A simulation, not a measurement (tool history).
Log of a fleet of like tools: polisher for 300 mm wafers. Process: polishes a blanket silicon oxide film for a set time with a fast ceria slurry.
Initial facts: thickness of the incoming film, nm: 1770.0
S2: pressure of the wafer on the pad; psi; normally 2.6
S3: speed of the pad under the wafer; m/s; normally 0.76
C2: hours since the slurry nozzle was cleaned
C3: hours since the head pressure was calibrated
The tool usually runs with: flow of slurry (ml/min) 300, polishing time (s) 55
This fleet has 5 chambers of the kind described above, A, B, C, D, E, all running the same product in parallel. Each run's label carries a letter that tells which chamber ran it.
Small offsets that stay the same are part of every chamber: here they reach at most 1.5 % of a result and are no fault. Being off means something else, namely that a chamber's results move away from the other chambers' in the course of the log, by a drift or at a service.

Run 1A, day 0.354: usual settings; wafers polished on this pad 83; C2 350.2; C3 410.4. Result: film removed (Å) 5960.6.
Run 2B, day 0.721: usual settings; wafers polished on this pad 970; C2 26.9; C3 438.2. Result: film removed (Å) 5937.6.
Run 3D, day 0.983: usual settings; wafers polished on this pad 474; C2 500.6; C3 129.7. Result: film removed (Å) 5880.4.
Run 4E, day 1.304: usual settings; wafers polished on this pad 830; C2 342.2; C3 1238. Result: film removed (Å) 5995.9.
At day 1.512: chamber D: worn pad replaced by a new one.
At day 1.708: chamber E: head pressure recalibrated.
Run 5C, day 1.708: usual settings but S2 1.9 psi, S3 0.54 m/s; wafers polished on this pad 797; C2 397.7; C3 124. Result: film removed (Å) 3066.2.
At day 1.962: chamber B: worn pad replaced by a new one.
Run 6E, day 2.092: usual settings but S2 1.9 psi, S3 0.54 m/s; wafers polished on this pad 973; C2 361.1; C3 9.2. Result: film removed (Å) 3090.5.
Run 7D, day 2.475: usual settings but S2 1.9 psi, S3 0.54 m/s; wafers polished on this pad 175; C2 536.4; C3 165.5. Result: film removed (Å) 3013.1.
Run 8A, day 2.825: usual settings but S2 1.9 psi, S3 0.54 m/s; wafers polished on this pad 532; C2 409.5; C3 469.7. Result: film removed (Å) 3098.3.
Run 9B, day 3.008: usual settings but S2 1.9 psi, S3 0.54 m/s; wafers polished on this pad 190; C2 81.8; C3 493.1. Result: film removed (Å) 3120.
At day 3.333: chamber A: worn pad replaced by a new one.
Run 10C, day 3.371: usual settings; wafers polished on this pad 1099; C2 437.6; C3 163.9. Result: film removed (Å) 5957.3.
At day 3.633: chamber E: worn pad replaced by a new one.
Run 11B, day 3.662: usual settings; wafers polished on this pad 308; C2 97.5; C3 508.8. Result: film removed (Å) 5956.7.
At day 3.921: chamber C: worn pad replaced by a new one.
Run 12E, day 4.05: usual settings; wafers polished on this pad 76; C2 408.1; C3 56.2. Result: film removed (Å) 5947.8.
Run 13A, day 4.288: usual settings; wafers polished on this pad 173; C2 444.6; C3 504.8. Result: film removed (Å) 6027.5.
At day 4.517: chamber D: worn pad replaced by a new one.
Run 14C, day 4.662: usual settings; wafers polished on this pad 134; C2 468.6; C3 194.9. Result: film removed (Å) 5961.2.
At day 4.829: chamber A: slurry nozzle cleaned.
Run 15D, day 4.879: usual settings; wafers polished on this pad 66; C2 594.1; C3 223.2. Result: film removed (Å) 5876.6.
Run 16E, day 5.217: usual settings; wafers polished on this pad 287; C2 436.1; C3 84.2. Result: film removed (Å) 5976.2.
Run 17C, day 5.6: usual settings; wafers polished on this pad 304; C2 491.1; C3 217.4. Result: film removed (Å) 5963.3.
Run 18B, day 5.879: usual settings; wafers polished on this pad 711; C2 150.7; C3 562. Result: film removed (Å) 5896.2.
Run 19D, day 6.138: usual settings; wafers polished on this pad 294; C2 624.3; C3 253.4. Result: film removed (Å) 5894.5.
Run 20A, day 6.442: usual settings; wafers polished on this pad 564; C2 38.7; C3 556.5. Result: film removed (Å) 5938.9.
Run 21B, day 6.812: usual settings; wafers polished on this pad 880; C2 173.1; C3 584.4. Result: film removed (Å) 5945.4.
At day 6.838: chamber A: worn pad replaced by a new one.
At day 7.133: chamber E: slurry nozzle cleaned.
Run 22C, day 7.138: usual settings but polishing time (s) 67; wafers polished on this pad 583; C2 528; C3 254.3. Result: film removed (Å) 7175.8.
Run 23D, day 7.342: usual settings but polishing time (s) 67; wafers polished on this pad 512; C2 653.2; C3 282.3. Result: film removed (Å) 7152.9.
Run 24A, day 7.746: usual settings but polishing time (s) 67; wafers polished on this pad 165; C2 70; C3 587.8. Result: film removed (Å) 7243.3.
At day 7.792: chamber D: worn pad replaced by a new one.
Run 25E, day 8.096: usual settings but polishing time (s) 67; wafers polished on this pad 810; C2 23.1; C3 153.3. Result: film removed (Å) 7245.3.
At day 8.112: chamber C: slurry nozzle cleaned.
Run 26C, day 8.421: usual settings but polishing time (s) 67; wafers polished on this pad 816; C2 7.4; C3 285.1. Result: film removed (Å) 7261.
Run 27A, day 8.738: usual settings; wafers polished on this pad 345; C2 93.8; C3 611.6. Result: film removed (Å) 5892.5.
Run 28B, day 9.017: usual settings; wafers polished on this pad 1280; C2 226; C3 637.3. Result: film removed (Å) 6045.5.
Run 29E, day 9.346: usual settings; wafers polished on this pad 1037; C2 53.1; C3 183.3. Result: film removed (Å) 5966.6.
Run 30D, day 9.725: usual settings; wafers polished on this pad 351; C2 710.4; C3 339.5. Result: film removed (Å) 5853.8.
Run 31A, day 10.121: usual settings; wafers polished on this pad 596; C2 127; C3 644.8. Result: film removed (Å) 5977.1.
Run 32D, day 10.512: usual settings; wafers polished on this pad 493; C2 729.3; C3 358.4. Result: film removed (Å) 5864.4.

Next, every chamber runs the same settings. What will each give?
Run 33A, day 10.804: usual settings but S3 0.86 m/s. Result: film removed (Å) ?.
Run 33B, day 10.804: usual settings but S3 0.86 m/s. Result: film removed (Å) ?.
Run 33C, day 10.804: usual settings but S3 0.86 m/s. Result: film removed (Å) ?.
Run 33D, day 10.804: usual settings but S3 0.86 m/s. Result: film removed (Å) ?.
Run 33E, day 10.804: usual settings but S3 0.86 m/s. Result: film removed (Å) ?.

run  film removed (Å)
33A            6645.4
33B            6725.9
33C            6775.7
33D            6571.1
33E            6735.6
